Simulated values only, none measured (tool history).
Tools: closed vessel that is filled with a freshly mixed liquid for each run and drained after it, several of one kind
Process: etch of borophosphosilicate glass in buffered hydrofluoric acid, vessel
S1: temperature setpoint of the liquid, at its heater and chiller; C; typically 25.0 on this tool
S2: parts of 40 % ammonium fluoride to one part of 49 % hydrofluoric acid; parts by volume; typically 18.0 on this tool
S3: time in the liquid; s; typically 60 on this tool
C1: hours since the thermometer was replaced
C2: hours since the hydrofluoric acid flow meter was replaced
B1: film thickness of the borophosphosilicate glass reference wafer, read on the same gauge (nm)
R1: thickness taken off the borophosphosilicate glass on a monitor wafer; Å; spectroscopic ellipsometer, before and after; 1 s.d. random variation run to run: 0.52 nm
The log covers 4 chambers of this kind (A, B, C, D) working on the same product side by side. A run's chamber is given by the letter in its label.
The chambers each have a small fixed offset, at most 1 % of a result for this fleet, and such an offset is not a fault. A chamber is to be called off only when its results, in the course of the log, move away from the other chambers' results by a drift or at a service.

| run | hour | S1 | S2 | S3 | C1 | C2 | B1 | R1 |
|---|---|---|---|---|---|---|---|---|
| 1A | 6.2 | 25.0 | 18.0 | 60 | 476.7 | 774.9 | 59.959 | 525.34 |
| 2B | 10.3 | 25.0 | 18.0 | 60 | 639.5 | 40.1 | 60.003 | 522.86 |
| 3C | 15.4 | 25.0 | 18.0 | 60 | 2128.5 | 187.4 | 59.974 | 520.06 |
| 4D | 23.3 | 25.0 | 18.0 | 60 | 911.2 | 328.5 | 59.992 | 529.32 |
| 5A | 31.9 | 23.5 | 18.0 | 60 | 502.4 | 800.6 | 60.010 | 481.85 |
| 6B | 39.0 | 23.5 | 18.0 | 60 | 668.2 | 68.8 | 60.005 | 484.24 |
| 7D | 47.1 | 23.5 | 18.0 | 60 | 935.0 | 352.3 | 59.995 | 481.20 |
| 8C | 52.2 | 23.5 | 18.0 | 60 | 2165.3 | 224.2 | 59.966 | 471.19 |
| 9A | 56.7 | 25.0 | 18.0 | 60 | 527.2 | 825.4 | 59.984 | 534.31 |
| 10C | 61.9 | 25.0 | 18.0 | 60 | 2175.0 | 233.9 | 60.024 | 515.82 |
| 11B | 69.9 | 25.0 | 18.0 | 60 | 699.1 | 99.7 | 59.998 | 518.38 |
| 12D | 75.2 | 25.0 | 18.0 | 60 | 963.1 | 380.4 | 59.990 | 515.53 |
| 13A | 83.4 | 25.0 | 18.0 | 60 | 553.9 | 852.1 | 59.995 | 545.22 |
|  | 88.3 | chamber D: thermometer replaced |
| 14C | 90.6 | 25.0 | 18.0 | 60 | 2203.7 | 262.6 | 60.045 | 513.83 |
| 15D | 97.0 | 25.0 | 18.0 | 45 | 8.7 | 402.2 | 59.992 | 388.72 |
| 16B | 103.0 | 25.0 | 18.0 | 45 | 732.2 | 132.8 | 60.008 | 389.90 |
| 17B | 108.4 | 25.0 | 18.0 | 45 | 737.6 | 138.2 | 59.987 | 395.10 |
| 18A | 115.5 | 25.0 | 18.0 | 45 | 586.0 | 884.2 | 60.000 | 415.04 |
| 19C | 123.7 | 25.0 | 18.0 | 60 | 2236.8 | 295.7 | 60.015 | 524.80 |
| 20D | 130.6 | 25.0 | 18.0 | 60 | 42.3 | 435.8 | 59.993 | 518.08 |
| 21B | 136.4 | 25.0 | 18.0 | 60 | 765.6 | 166.2 | 59.991 | 524.59 |
| 22A | 141.1 | 25.0 | 18.0 | 60 | 611.6 | 909.8 | 60.021 | 549.10 |
| 23D | 145.4 | 25.0 | 18.0 | 60 | 57.1 | 450.6 | 60.010 | 519.53 |
| 24C | 152.1 | 25.0 | 18.0 | 60 | 2265.2 | 324.1 | 59.982 | 519.89 |
| 25B | 156.1 | 25.0 | 18.0 | 60 | 785.3 | 185.9 | 60.027 | 512.39 |
| 26A | 160.6 | 25.0 | 18.0 | 60 | 631.1 | 929.3 | 59.983 | 572.55 |
| 27D | 168.1 | 25.0 | 18.0 | 60 | 79.8 | 473.3 | 59.991 | 522.04 |
| 28C | 173.4 | 25.0 | 18.0 | 60 | 2286.5 | 345.4 | 60.000 | 518.68 |
| 29B | 180.5 | 23.5 | 16.0 | 60 | 809.7 | 210.3 | 60.000 | 536.86 |
| 30D | 184.9 | 23.5 | 16.0 | 60 | 96.6 | 490.1 | 60.008 | 536.21 |
| 31A | 188.7 | 23.5 | 16.0 | 60 | 659.2 | 957.4 | 60.003 | 594.94 |
| 32C | 196.4 | 23.5 | 16.0 | 60 | 2309.5 | 368.4 | 59.979 | 540.52 |
| 33A | 200.6 | 25.0 | 18.0 | 60 | 671.1 | 969.3 | 59.985 | 586.77 |
| 34D | 206.3 | 27.5 | 12.5 | 60 | 118.0 | 511.5 | 59.997 | 844.54 |
| 35C | 211.0 | 27.5 | 12.5 | 60 | 2324.1 | 383.0 | 59.991 | 835.13 |

For the next run the whole fleet of 4 chambers uses the same settings. Give each chamber's results:
| 36A | 217.3 | 25.0 | 18.0 | 30 |  |  |  | ? |
| 36B | 217.3 | 25.0 | 18.0 | 30 |  |  |  | ? |
| 36C | 217.3 | 25.0 | 18.0 | 30 |  |  |  | ? |
| 36D | 217.3 | 25.0 | 18.0 | 30 |  |  |  | ? |

| run | R1 |
|---|---|
| 36A | 284.59 |
| 36B | 257.90 |
| 36C | 257.51 |
| 36D | 260.61 |
